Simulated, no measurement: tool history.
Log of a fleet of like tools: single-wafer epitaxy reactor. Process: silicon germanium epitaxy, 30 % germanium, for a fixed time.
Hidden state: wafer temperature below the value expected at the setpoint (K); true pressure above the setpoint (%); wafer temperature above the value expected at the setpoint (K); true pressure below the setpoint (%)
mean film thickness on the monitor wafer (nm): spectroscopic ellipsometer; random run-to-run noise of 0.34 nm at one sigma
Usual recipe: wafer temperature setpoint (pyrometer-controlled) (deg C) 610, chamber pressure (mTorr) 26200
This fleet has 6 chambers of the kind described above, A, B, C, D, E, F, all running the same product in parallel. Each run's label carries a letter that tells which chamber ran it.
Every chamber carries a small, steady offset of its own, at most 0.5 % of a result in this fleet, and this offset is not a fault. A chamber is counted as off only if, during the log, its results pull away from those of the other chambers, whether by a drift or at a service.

run   hour  wafer temperature setpoint (pyrometer-controlled) (deg C)  chamber pressure (mTorr)  hours since the last pyrometer calibration  hours since the last manometer calibration  read-back reference wafer on the same gauge, thickness_nm  mean film thickness on the monitor wafer (nm)
 1A    6.8                                                        610                     26200                                      2084.8                                        27.9                                                     87.177                                         78.764
 2E   15.9                                                        610                     26200                                      1783.4                                       255.9                                                     87.207                                         78.616
 3B   27.7                                                        610                     26200                                       872.6                                       170.3                                                     87.170                                         79.277
 4C   33.8                                                        610                     26200                                       628.5                                       304.7                                                     87.279                                         79.316
 5F   41.8                                                        610                     26200                                      1571.4                                       317.5                                                     87.187                                         78.665
 6D   51.5                                                        610                     26200                                      2142.8                                      1036.5                                                     87.189                                         78.313
 7D   62.2                                                        610                     26200                                      2153.5                                      1047.2                                                     87.258                                         78.395
 8B   69.8                                                        610                     26200                                       914.7                                       212.4                                                     87.032                                         79.061
 9C   76.3                                                        610                     26200                                       671.0                                       347.2                                                     87.188                                         78.777
10F   86.5                                                        610                     26200                                      1616.1                                       362.2                                                     87.186                                         79.258
11A   93.7                                                        610                     22000                                      2171.7                                       114.8                                                     87.155                                         73.063
12E  100.2                                                        610                     22000                                      1867.7                                       340.2                                                     87.226                                         73.320
13F  110.0                                                        610                     22000                                      1639.6                                       385.7                                                     87.195                                         73.761
14C  117.5                                                        610                     22000                                       712.2                                       388.4                                                     87.149                                         73.901
15D  123.6                                                        610                     22000                                      2214.9                                      1108.6                                                     87.196                                         72.651
16E  129.4                                                        610                     22000                                      1896.9                                       369.4                                                     87.055                                         73.203
17A  134.5                                                        610                     26200                                      2212.5                                       155.6                                                     87.191                                         78.058
18B  142.8                                                        599                     31500                                       987.7                                       285.4                                                     87.255                                         69.333
19F  148.9                                                        599                     31500                                      1678.5                                       424.6                                                     87.114                                         69.580
20A  159.8                                                        599                     31500                                      2237.8                                       180.9                                                     87.184                                         69.392
21D  165.1                                                        599                     31500                                      2256.4                                      1150.1                                                     87.209                                         69.560
22C  171.5                                                        599                     31500                                       766.2                                       442.4                                                     87.358                                         69.496
23E  183.3                                                        599                     31500                                      1950.8                                       423.3                                                     87.143                                         69.180
24B  192.6                                                        610                     26200                                      1037.5                                       335.2                                                     87.133                                         80.117
25A  197.9                                                        624                     26200                                      2275.9                                       219.0                                                     87.169                                         99.634
26B  207.5                                                        624                     26200                                      1052.4                                       350.1                                                     87.233                                        102.310
27E  218.4                                                        624                     26200                                      1985.9                                       458.4                                                     87.200                                        100.330
28C  224.7                                                        624                     26200                                       819.4                                       495.6                                                     87.167                                        100.700
29F  235.8                                                        624                     26200                                      1765.4                                       511.5                                                     87.161                                        100.590
30D  247.2                                                        624                     26200                                      2338.5                                      1232.2                                                     87.174                                         99.936
31D  257.2                                                        610                     26200                                      2348.5                                      1242.2                                                     87.152                                         78.409
32C  267.8                                                        610                     26200                                       862.5                                       538.7                                                     87.172                                         79.057
33F  278.8                                                        610                     26200                                      1808.4                                       554.5                                                     87.266                                         78.768
34E  290.5                                                        623                     31900                                      2058.0                                       530.5                                                     87.264                                        105.840
35B  298.7                                                        623                     31900                                      1143.6                                       441.3                                                     87.147                                        109.720
36A  310.5                                                        623                     31900                                      2388.5                                       331.6                                                     87.136                                        106.990
37E  318.4                                                        623                     31900                                      2085.9                                       558.4                                                     87.272                                        106.760
38D  324.8                                                        623                     31900                                      2416.1                                      1309.8                                                     87.168                                        107.380
39B  332.1                                                        623                     31900                                      1177.0                                       474.7                                                     87.136                                        110.350
40F  340.4                                                        610                     26200                                      1870.0                                       616.1                                                     87.142                                         78.950
41A  351.2                                                        610                     26200                                      2429.2                                       372.3                                                     87.258                                         78.137
42C  362.3                                                        610                     26200                                       957.0                                       633.2                                                     87.206                                         78.723
43C  374.0                                                        610                     26200                                       968.7                                       644.9                                                     87.231                                         79.113
44F  382.5                                                        610                     26200                                      1912.1                                       658.2                                                     87.243                                         79.094

Next, every chamber runs the same settings. What will each give?
45A  390.9                                                        610                     26200                                                                                                                                                                                                 ?
45B  390.9                                                        610                     26200                                                                                                                                                                                                 ?
45C  390.9                                                        610                     26200                                                                                                                                                                                                 ?
45D  390.9                                                        610                     26200                                                                                                                                                                                                 ?
45E  390.9                                                        610                     26200                                                                                                                                                                                                 ?
45F  390.9                                                        610                     26200                                                                                                                                                                                                 ?

run  mean film thickness on the monitor wafer (nm)
45A                                         78.118
45B                                         82.055
45C                                         78.580
45D                                         78.248
45E                                         77.965
45F                                         79.098
